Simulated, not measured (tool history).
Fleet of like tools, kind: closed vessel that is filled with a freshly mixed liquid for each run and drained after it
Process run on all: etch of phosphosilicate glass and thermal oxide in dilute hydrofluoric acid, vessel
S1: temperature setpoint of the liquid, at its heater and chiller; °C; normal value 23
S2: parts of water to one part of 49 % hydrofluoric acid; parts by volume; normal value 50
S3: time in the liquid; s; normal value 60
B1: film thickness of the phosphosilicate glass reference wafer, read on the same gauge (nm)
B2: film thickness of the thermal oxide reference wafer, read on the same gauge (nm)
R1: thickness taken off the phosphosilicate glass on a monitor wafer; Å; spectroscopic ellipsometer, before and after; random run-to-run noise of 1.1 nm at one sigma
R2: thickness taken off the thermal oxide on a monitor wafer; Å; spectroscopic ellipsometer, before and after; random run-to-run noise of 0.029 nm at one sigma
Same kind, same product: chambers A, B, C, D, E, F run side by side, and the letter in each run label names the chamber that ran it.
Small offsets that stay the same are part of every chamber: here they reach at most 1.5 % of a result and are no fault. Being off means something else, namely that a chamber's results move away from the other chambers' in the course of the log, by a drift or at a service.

run 1A day=0.354 | S1=23 S2=50 S3=60 | B1=140.01 B2=69.988 | R1=1861 R2=56.344
run 2B day=0.696 | S1=23 S2=50 S3=60 | B1=139.98 B2=70.002 | R1=1881.4 R2=56.688
run 3C day=1.15 | S1=23 S2=50 S3=60 | B1=140.04 B2=69.976 | R1=1891.3 R2=57.093
run 4F day=1.692 | S1=23 S2=50 S3=60 | B1=140.03 B2=69.949 | R1=1855.7 R2=56.381
run 5E day=2.05 | S1=23 S2=50 S3=60 | B1=140.01 B2=69.984 | R1=1848 R2=56.791
-- day=2.3 chamber B: hydrofluoric acid flow meter replaced
run 6D day=2.596 | S1=23 S2=50 S3=60 | B1=140.02 B2=69.956 | R1=1850.6 R2=57.043
run 7F day=3.042 | S1=23 S2=50 S3=60 | B1=139.98 B2=69.921 | R1=1851.6 R2=56.628
run 8B day=3.483 | S1=23 S2=50 S3=60 | B1=139.99 B2=69.985 | R1=1830.4 R2=56.425
run 9C day=4.067 | S1=26 S2=50 S3=60 | B1=140.01 B2=69.974 | R1=2132 R2=64.541
run 10E day=4.646 | S1=26 S2=50 S3=60 | B1=140.02 B2=69.999 | R1=2084.1 R2=63.931
run 11D day=5.104 | S1=26 S2=50 S3=60 | B1=140.03 B2=69.975 | R1=2079.4 R2=64.214
run 12A day=5.712 | S1=26 S2=50 S3=60 | B1=140.03 B2=70.007 | R1=2093.8 R2=63.35
run 13C day=5.983 | S1=26 S2=50 S3=60 | B1=140.02 B2=69.957 | R1=2132.2 R2=64.305
run 14F day=6.596 | S1=26 S2=50 S3=60 | B1=139.96 B2=70.015 | R1=2094.4 R2=63.224
run 15A day=7.058 | S1=23 S2=50 S3=60 | B1=139.98 B2=69.963 | R1=1854.3 R2=56.321
run 16E day=7.633 | S1=23 S2=50 S3=60 | B1=139.97 B2=69.997 | R1=1850.6 R2=56.88
run 17B day=7.921 | S1=23 S2=50 S3=60 | B1=140 B2=69.992 | R1=1849.2 R2=56.087
run 18D day=8.467 | S1=23 S2=50 S3=60 | B1=140.02 B2=69.983 | R1=1875.5 R2=57.616
run 19E day=8.796 | S1=23 S2=50 S3=60 | B1=139.98 B2=70.021 | R1=1847.9 R2=57.088
run 20B day=9.233 | S1=23 S2=50 S3=60 | B1=140 B2=70.024 | R1=1846.2 R2=56.721
run 21F day=9.742 | S1=23 S2=50 S3=60 | B1=140 B2=70.011 | R1=1854.1 R2=56.715
-- day=9.829 chamber F: hydrofluoric acid flow meter replaced
run 22C day=10.121 | S1=23 S2=50 S3=60 | B1=139.98 B2=69.959 | R1=1884.1 R2=56.458
run 23D day=10.6 | S1=23 S2=50 S3=60 | B1=139.98 B2=70.047 | R1=1858.8 R2=57.237
run 24A day=11.196 | S1=23 S2=50 S3=60 | B1=139.99 B2=69.979 | R1=1850.3 R2=56.852
run 25B day=11.525 | S1=23 S2=50 S3=60 | B1=140.02 B2=70.008 | R1=1847.6 R2=56.526
run 26F day=11.825 | S1=23 S2=50 S3=60 | B1=140 B2=70.04 | R1=1846.6 R2=56.006
run 27D day=12.25 | S1=23 S2=50 S3=60 | B1=140.02 B2=69.941 | R1=1869.7 R2=57.206
run 28C day=12.675 | S1=23 S2=50 S3=60 | B1=139.98 B2=69.998 | R1=1889.3 R2=57.046
run 29A day=13.133 | S1=19 S2=50 S3=60 | B1=140.04 B2=70.026 | R1=1568.6 R2=47.995
run 30E day=13.6 | S1=19 S2=50 S3=60 | B1=139.97 B2=70.009 | R1=1569.5 R2=47.892
run 31E day=13.942 | S1=19 S2=50 S3=60 | B1=140 B2=69.946 | R1=1559.4 R2=47.717
run 32F day=14.429 | S1=19 S2=50 S3=60 | B1=140 B2=70.008 | R1=1580.5 R2=47.833
run 33A day=14.929 | S1=19 S2=50 S3=60 | B1=140 B2=69.991 | R1=1579.1 R2=47.795
run 34C day=15.358 | S1=19 S2=50 S3=60 | B1=140 B2=69.988 | R1=1587.7 R2=47.923
run 35D day=15.717 | S1=23 S2=50 S3=60 | B1=140 B2=70.053 | R1=1867.8 R2=56.692
run 36B day=16.012 | S1=23 S2=70 S3=50 | B1=140.02 B2=70.034 | R1=1077.5 R2=32.582

All chambers now run identical settings, listed one chamber a line with results as question marks. What results will each chamber show?
run 37A day=16.462 | S1=23 S2=50 S3=50 | R1=? R2=?
run 37B day=16.462 | S1=23 S2=50 S3=50 | R1=? R2=?
run 37C day=16.462 | S1=23 S2=50 S3=50 | R1=? R2=?
run 37D day=16.462 | S1=23 S2=50 S3=50 | R1=? R2=?
run 37E day=16.462 | S1=23 S2=50 S3=50 | R1=? R2=?
run 37F day=16.462 | S1=23 S2=50 S3=50 | R1=? R2=?

run=37A R1=1557.5 R2=47.175
run=37B R1=1557.1 R2=47
run=37C R1=1564.3 R2=46.921
run=37D R1=1548.9 R2=47.615
run=37E R1=1549.2 R2=47.542
run=37F R1=1557.2 R2=46.623

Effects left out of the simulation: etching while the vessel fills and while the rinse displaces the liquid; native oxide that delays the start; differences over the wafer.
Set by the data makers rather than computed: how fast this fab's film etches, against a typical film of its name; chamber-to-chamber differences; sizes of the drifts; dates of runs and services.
